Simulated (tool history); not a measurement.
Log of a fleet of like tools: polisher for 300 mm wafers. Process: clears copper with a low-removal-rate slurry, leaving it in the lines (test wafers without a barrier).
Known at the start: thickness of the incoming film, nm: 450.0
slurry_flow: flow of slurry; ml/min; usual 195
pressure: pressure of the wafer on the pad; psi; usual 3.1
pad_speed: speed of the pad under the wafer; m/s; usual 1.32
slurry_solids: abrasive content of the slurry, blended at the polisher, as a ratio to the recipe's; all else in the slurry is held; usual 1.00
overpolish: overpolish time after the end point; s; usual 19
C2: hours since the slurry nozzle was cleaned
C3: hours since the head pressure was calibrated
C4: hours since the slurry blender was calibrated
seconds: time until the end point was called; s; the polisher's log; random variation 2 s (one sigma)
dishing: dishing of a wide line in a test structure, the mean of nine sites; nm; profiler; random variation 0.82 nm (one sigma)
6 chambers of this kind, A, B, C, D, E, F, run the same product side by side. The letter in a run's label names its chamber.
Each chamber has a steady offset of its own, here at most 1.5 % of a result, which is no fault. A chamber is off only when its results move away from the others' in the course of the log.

Run 1B, day 0.417: usual settings; wafers polished on this pad 556; C2 239.4; C3 843.2; C4 101.7. Result: seconds 124.620 s, dishing 47.277 nm.
At day 0.725: chamber D: worn pad replaced by a new one.
Run 2E, day 0.738: usual settings; wafers polished on this pad 382; C2 260.2; C3 555.5; C4 135.2. Result: seconds 126.140 s, dishing 45.690 nm.
Run 3C, day 0.988: usual settings; wafers polished on this pad 578; C2 368.1; C3 229.1; C4 221.9. Result: seconds 123.790 s, dishing 48.427 nm.
At day 1.283: chamber F: worn pad replaced by a new one.
At day 1.296: chamber E: worn pad replaced by a new one.
Run 4F, day 1.400: usual settings; wafers polished on this pad 23; C2 583.1; C3 501.1; C4 251.5. Result: seconds 123.110 s, dishing 47.187 nm.
At day 1.454: chamber C: slurry nozzle cleaned.
At day 1.462: chamber B: slurry nozzle cleaned.
Run 5A, day 1.829: usual settings; wafers polished on this pad 419; C2 136.4; C3 220.6; C4 77.8. Result: seconds 125.730 s, dishing 46.286 nm.
At day 2.083: chamber F: slurry blender recalibrated.
Run 6D, day 2.179: usual settings; wafers polished on this pad 283; C2 285.4; C3 737.0; C4 159.4. Result: seconds 126.530 s, dishing 46.323 nm.
At day 2.338: chamber E: slurry nozzle cleaned.
Run 7B, day 2.550: usual settings but pressure 4.0 psi, slurry_solids 0.85; wafers polished on this pad 971; C2 26.2; C3 894.4; C4 152.9. Result: seconds 100.040 s, dishing 57.855 nm.
At day 2.908: chamber A: worn pad replaced by a new one.
Run 8F, day 2.908: usual settings but pressure 4.0 psi, slurry_solids 0.85; wafers polished on this pad 316; C2 619.3; C3 537.3; C4 19.8. Result: seconds 99.738 s, dishing 57.351 nm.
Run 9E, day 3.288: usual settings but pressure 4.0 psi, slurry_solids 0.85; wafers polished on this pad 387; C2 22.9; C3 616.7; C4 196.4. Result: seconds 98.533 s, dishing 55.363 nm.
Run 10A, day 3.483: usual settings but pressure 4.0 psi, slurry_solids 0.85; wafers polished on this pad 112; C2 176.1; C3 260.3; C4 117.5. Result: seconds 98.986 s, dishing 55.764 nm.
At day 3.717: chamber F: worn pad replaced by a new one.
At day 3.867: chamber E: worn pad replaced by a new one.
Run 11C, day 3.867: usual settings but pressure 4.0 psi, slurry_solids 0.85; wafers polished on this pad 1138; C2 58.0; C3 298.2; C4 291.0. Result: seconds 101.410 s, dishing 55.702 nm.
Run 12D, day 4.246: usual settings but pressure 4.0 psi, slurry_solids 0.85; wafers polished on this pad 685; C2 335.0; C3 786.6; C4 209.0. Result: seconds 100.000 s, dishing 55.893 nm.
At day 4.396: chamber C: slurry blender recalibrated.
Run 13A, day 4.467: usual settings; wafers polished on this pad 303; C2 199.7; C3 283.9; C4 141.1. Result: seconds 129.770 s, dishing 47.222 nm.
At day 4.821: chamber F: slurry nozzle cleaned.
Run 14E, day 4.858: usual settings; wafers polished on this pad 193; C2 60.6; C3 654.4; C4 234.1. Result: seconds 123.990 s, dishing 46.850 nm.
Run 15B, day 5.229: usual settings; wafers polished on this pad 1493; C2 90.5; C3 958.7; C4 217.2. Result: seconds 126.070 s, dishing 46.227 nm.
Run 16F, day 5.508: usual settings; wafers polished on this pad 349; C2 16.5; C3 599.7; C4 82.2. Result: seconds 126.790 s, dishing 47.072 nm.
At day 5.554: chamber C: worn pad replaced by a new one.
Run 17C, day 5.767: usual settings; wafers polished on this pad 42; C2 103.6; C3 343.8; C4 32.9. Result: seconds 129.860 s, dishing 47.260 nm.
Run 18D, day 5.958: usual settings; wafers polished on this pad 1018; C2 376.1; C3 827.7; C4 250.1. Result: seconds 125.740 s, dishing 45.164 nm.
At day 6.121: chamber A: worn pad replaced by a new one.
Run 19B, day 6.217: usual settings; wafers polished on this pad 1685; C2 114.2; C3 982.4; C4 240.9. Result: seconds 126.440 s, dishing 47.017 nm.
At day 6.254: chamber E: worn pad replaced by a new one.
At day 6.358: chamber F: worn pad replaced by a new one.
Run 20D, day 6.408: usual settings; wafers polished on this pad 1106; C2 386.9; C3 838.5; C4 260.9. Result: seconds 124.820 s, dishing 45.831 nm.
Run 21C, day 6.842: usual settings; wafers polished on this pad 251; C2 129.4; C3 369.6; C4 58.7. Result: seconds 125.240 s, dishing 46.526 nm.
At day 7.021: chamber B: head pressure recalibrated.
Run 22F, day 7.083: usual settings; wafers polished on this pad 141; C2 54.3; C3 637.5; C4 120.0. Result: seconds 125.890 s, dishing 46.669 nm.
Run 23A, day 7.379: usual settings; wafers polished on this pad 245; C2 269.6; C3 353.8; C4 211.0. Result: seconds 122.600 s, dishing 46.534 nm.
At day 7.396: chamber D: worn pad replaced by a new one.
Run 24E, day 7.567: usual settings; wafers polished on this pad 255; C2 125.6; C3 719.4; C4 299.1. Result: seconds 123.250 s, dishing 47.011 nm.
At day 7.588: chamber F: head pressure recalibrated.
Run 25C, day 7.754: usual settings; wafers polished on this pad 428; C2 151.3; C3 391.5; C4 80.6. Result: seconds 124.470 s, dishing 48.088 nm.
Run 26D, day 8.179: usual settings; wafers polished on this pad 152; C2 429.4; C3 881.0; C4 303.4. Result: seconds 121.300 s, dishing 45.659 nm.
Run 27B, day 8.504: usual settings; wafers polished on this pad 2130; C2 169.1; C3 35.6; C4 295.8. Result: seconds 129.610 s, dishing 44.784 nm.
At day 8.708: chamber E: worn pad replaced by a new one.
At day 8.762: chamber F: worn pad replaced by a new one.
Run 28A, day 8.917: usual settings; wafers polished on this pad 544; C2 306.5; C3 390.7; C4 247.9. Result: seconds 126.220 s, dishing 46.256 nm.
Run 29E, day 9.233: usual settings; wafers polished on this pad 102; C2 165.6; C3 759.4; C4 339.1. Result: seconds 123.300 s, dishing 47.432 nm.
At day 9.283: chamber A: worn pad replaced by a new one.
Run 30F, day 9.621: usual settings; wafers polished on this pad 167; C2 115.2; C3 48.8; C4 180.9. Result: seconds 123.010 s, dishing 47.700 nm.
Run 31C, day 9.846: usual settings; wafers polished on this pad 835; C2 201.5; C3 441.7; C4 130.8. Result: seconds 122.660 s, dishing 46.361 nm.
Run 32B, day 10.058: usual settings; wafers polished on this pad 2432; C2 206.4; C3 72.9; C4 333.1. Result: seconds 133.270 s, dishing 42.804 nm.
Run 33F, day 10.300: usual settings; wafers polished on this pad 299; C2 131.5; C3 65.1; C4 197.2. Result: seconds 122.560 s, dishing 46.687 nm.
Run 34A, day 10.642: usual settings; wafers polished on this pad 264; C2 347.9; C3 432.1; C4 289.3. Result: seconds 124.680 s, dishing 47.289 nm.
At day 10.725: chamber D: slurry blender recalibrated.
Run 35D, day 10.858: usual settings; wafers polished on this pad 673; C2 493.7; C3 945.3; C4 3.3. Result: seconds 127.250 s, dishing 46.639 nm.
At day 10.892: chamber B: slurry nozzle cleaned.
Run 36E, day 11.088: usual settings; wafers polished on this pad 463; C2 210.1; C3 803.9; C4 383.6. Result: seconds 127.100 s, dishing 46.500 nm.
At day 11.225: chamber E: worn pad replaced by a new one.
At day 11.304: chamber F: worn pad replaced by a new one.
Run 37C, day 11.404: usual settings; wafers polished on this pad 1138; C2 238.9; C3 479.1; C4 168.2. Result: seconds 127.160 s, dishing 46.102 nm.
Run 38F, day 11.608: usual settings; wafers polished on this pad 59; C2 162.9; C3 96.5; C4 228.6. Result: seconds 126.830 s, dishing 46.777 nm.
Run 39B, day 11.800: usual settings; wafers polished on this pad 2771; C2 21.9; C3 114.7; C4 374.9. Result: seconds 140.930 s, dishing 43.802 nm.
Run 40D, day 12.183: usual settings; wafers polished on this pad 931; C2 525.5; C3 977.1; C4 35.1. Result: seconds 123.140 s, dishing 46.127 nm.
Run 41A, day 12.488: usual settings but slurry_flow 255 ml/min; wafers polished on this pad 623; C2 392.2; C3 476.4; C4 333.6. Result: seconds 118.180 s, dishing 47.712 nm.
Run 42E, day 12.683: usual settings but slurry_flow 255 ml/min; wafers polished on this pad 284; C2 248.4; C3 842.2; C4 421.9. Result: seconds 119.500 s, dishing 47.703 nm.

Next, every chamber runs the same settings. What will each give?
Run 43A, day 12.996: usual settings but pad_speed 0.88 m/s. Result: seconds ?, dishing ?.
Run 43B, day 12.996: usual settings but pad_speed 0.88 m/s. Result: seconds ?, dishing ?.
Run 43C, day 12.996: usual settings but pad_speed 0.88 m/s. Result: seconds ?, dishing ?.
Run 43D, day 12.996: usual settings but pad_speed 0.88 m/s. Result: seconds ?, dishing ?.
Run 43E, day 12.996: usual settings but pad_speed 0.88 m/s. Result: seconds ?, dishing ?.
Run 43F, day 12.996: usual settings but pad_speed 0.88 m/s. Result: seconds ?, dishing ?.

run  seconds  dishing
43A  189.470   32.861
43B  210.810   29.439
43C  185.650   31.616
43D  187.260   32.749
43E  191.610   33.389
43F  184.490   32.032
